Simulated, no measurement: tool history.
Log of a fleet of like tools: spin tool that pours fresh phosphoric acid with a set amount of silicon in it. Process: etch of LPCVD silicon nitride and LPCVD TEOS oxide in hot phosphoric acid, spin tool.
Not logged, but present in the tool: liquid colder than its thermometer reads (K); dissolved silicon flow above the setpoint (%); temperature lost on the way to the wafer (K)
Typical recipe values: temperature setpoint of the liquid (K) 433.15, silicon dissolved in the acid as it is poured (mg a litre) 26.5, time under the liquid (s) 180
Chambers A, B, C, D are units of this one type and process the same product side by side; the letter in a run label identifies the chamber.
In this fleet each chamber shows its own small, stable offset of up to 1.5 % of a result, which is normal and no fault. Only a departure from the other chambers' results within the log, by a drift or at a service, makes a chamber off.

run	hour	temperature setpoint of the liquid (K)	silicon dissolved in the acid as it is poured (mg a litre)	time under the liquid (s)	hours since the thermometer was replaced	hours since the dissolved silicon flow meter was replaced	hours since the heated supply line was repaired	read-back film thickness of the LPCVD silicon nitride reference wafer, read on the same gauge (nm)	read-back film thickness of the LPCVD TEOS oxide reference wafer, read on the same gauge (nm)	thickness taken off the LPCVD silicon nitride on a monitor wafer (Å)	thickness taken off the LPCVD TEOS oxide on a monitor wafer (Å)
1B	15	433.15	26.5	180	2355.1	820.6	55.3	90.024	139.99	176.09	3.6036
2A	22.8	433.15	26.5	180	1805.9	1411.2	1577.7	90.013	140	175.66	3.9742
3D	36.7	433.15	26.5	180	1481.6	1125.8	1823	89.975	140.02	180.92	3.9766
# hour 40: chamber A: heated supply line repaired
4C	48.8	433.15	26.5	180	318.7	824.7	1108	89.982	140.02	177.03	3.8485
5D	59.7	433.15	26.5	180	1504.6	1148.8	1846	90.022	139.97	181.25	3.633
6C	71.2	433.15	26.5	180	341.1	847.1	1130.4	89.984	139.97	179.22	3.76
7B	79.3	433.15	26.5	180	2419.4	884.9	119.6	89.977	140.02	175.1	3.885
8A	94.6	433.15	26.5	180	1877.7	1483	54.6	89.991	139.98	173.92	3.4136
9B	104.7	433.15	26.5	180	2444.8	910.3	145	90.01	139.98	175.67	3.6225
10D	115.9	433.15	26.5	180	1560.8	1205	1902.2	89.988	140.03	177.91	3.6112
11A	130.7	433.15	26.5	180	1913.8	1519.1	90.7	89.995	139.96	176.92	3.5358
12C	144.2	433.15	26.5	180	414.1	920.1	1203.4	89.991	140.03	175.92	3.3976
13B	160.1	433.15	26.5	180	2500.2	965.7	200.4	89.995	140	176.59	3.9975
14D	171.6	433.15	26.5	180	1616.5	1260.7	1957.9	90.031	139.98	180.92	3.4627
# hour 172.1: chamber D: dissolved silicon flow meter replaced
15A	180.9	433.15	26.5	180	1964	1569.3	140.9	90.016	140.01	179.45	3.7489
16C	189.5	433.15	26.5	180	459.4	965.4	1248.7	89.998	140.04	175.12	3.349
17A	198.7	435.15	17	180	1981.8	1587.1	158.7	90.019	139.97	190.5	5.8143
18B	206.9	435.15	17	180	2547	1012.5	247.2	90.01	140.02	187.47	5.8739
# hour 217.6: chamber A: thermometer replaced
19C	217.8	435.15	17	180	487.7	993.7	1277	89.996	140	182.44	5.2022
20D	227	435.15	17	180	1671.9	55	2013.3	90.006	139.99	190.35	6.1798
21B	238.6	433.15	26.5	180	2578.7	1044.2	278.9	90.011	140	173.63	3.854
22C	247.7	433.15	20	130	517.6	1023.6	1306.9	90.006	139.99	122.93	3.2441
23D	256.4	433.15	20	130	1701.3	84.4	2042.7	90.016	140.04	128.26	3.4965
24A	271	433.15	20	130	53.5	1659.4	231	89.991	140.06	128.45	3.3722
25A	279.3	433.15	20	130	61.8	1667.7	239.3	89.98	140.06	127.88	3.1958
26B	288.1	433.15	26.5	180	2628.2	1093.7	328.4	90.001	139.98	173.45	3.8163
# hour 300.3: chamber B: dissolved silicon flow meter replaced
27D	303.1	433.15	26.5	180	1748	131.1	2089.4	90.016	140.03	179.24	3.5515
28C	312.3	433.15	26.5	180	582.2	1088.2	1371.5	89.993	140	168.47	3.3008
29A	321.6	433.15	26.5	180	104.1	1710	281.6	90.013	140.01	179.65	3.8643
30B	337.3	433.15	26.5	180	2677.4	37.1	377.6	90.023	140.01	177.31	3.3725
31D	347.6	433.15	26.5	180	1792.5	175.6	2133.9	89.974	140	181.78	3.7262
32C	358.5	433.15	26.5	180	628.4	1134.4	1417.7	89.999	140.04	163.99	2.7971

The same settings go to every chamber for the next run, one line per chamber below. Forecast the results for each:
33A	369.9	433.15	26.5	180						?	?
33B	369.9	433.15	26.5	180						?	?
33C	369.9	433.15	26.5	180						?	?
33D	369.9	433.15	26.5	180						?	?

run	thickness taken off the LPCVD silicon nitride on a monitor wafer (Å)	thickness taken off the LPCVD TEOS oxide on a monitor wafer (Å)
33A	179.03	3.6217
33B	177.77	3.163
33C	167.07	3.2957
33D	179.44	3.6975
